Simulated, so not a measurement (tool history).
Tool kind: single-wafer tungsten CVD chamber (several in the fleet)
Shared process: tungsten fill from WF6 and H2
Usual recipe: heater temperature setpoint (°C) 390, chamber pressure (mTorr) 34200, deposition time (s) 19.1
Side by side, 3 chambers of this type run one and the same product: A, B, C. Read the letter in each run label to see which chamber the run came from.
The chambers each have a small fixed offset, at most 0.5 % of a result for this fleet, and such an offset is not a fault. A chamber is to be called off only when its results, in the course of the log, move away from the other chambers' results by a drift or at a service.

run,day,heater temperature setpoint (°C),chamber pressure (mTorr),deposition time (s),"read-back reference wafer on the same gauge, thickness_nm",mean film thickness on the monitor wafer (angstrom)
1B,0.212,390,34200,19.1,47.875,490.95
2C,0.421,390,34200,19.1,47.904,488.87
3A,0.667,390,34200,19.1,47.924,488.97
4C,0.812,390,34200,19.1,47.912,487.27
5B,1.012,390,34200,19.1,47.884,492.41
6A,1.279,390,34200,19.1,47.903,488.46
# day 1.429: chamber B: capacitance manometer re-zeroed and calibrated
7A,1.55,390,34200,19.1,47.927,488.11
8C,1.838,395,34200,19.1,47.905,537.14
9B,2.038,395,34200,19.1,47.883,537.67
10B,2.171,395,34200,19.1,47.905,539.89
11C,2.312,390,34200,19.1,47.894,489.42
12A,2.504,390,34200,19.1,47.892,488.26
13C,2.808,390,34200,19.1,47.913,487.93
14B,3.075,390,34200,19.1,47.93,490.75
# day 3.171: chamber B: thermocouple changed; heater temperature recalibrated
15A,3.342,390,34200,19.1,47.871,488.2
16B,3.562,390,34200,19.1,47.907,496.59
17C,3.704,390,34200,19.1,47.904,487.15
18A,4.008,390,34200,19.1,47.915,487.72
19B,4.175,390,34200,19.1,47.899,496.11
20C,4.354,390,34200,21.8,47.901,555.7
21A,4.658,390,34200,21.8,47.889,556.72
22A,4.854,390,34200,21.8,47.876,558.03
23C,5.1,390,34200,19.1,47.924,488.96
24B,5.404,390,34200,19.1,47.907,499.44

Next, all 3 chambers run the settings below, one line each with question marks for the results. What does each chamber give?
25A,5.625,390,36900,19.1,,?
25B,5.625,390,36900,19.1,,?
25C,5.625,390,36900,19.1,,?

run,mean film thickness on the monitor wafer (angstrom)
25A,505.22
25B,516.38
25C,507.75
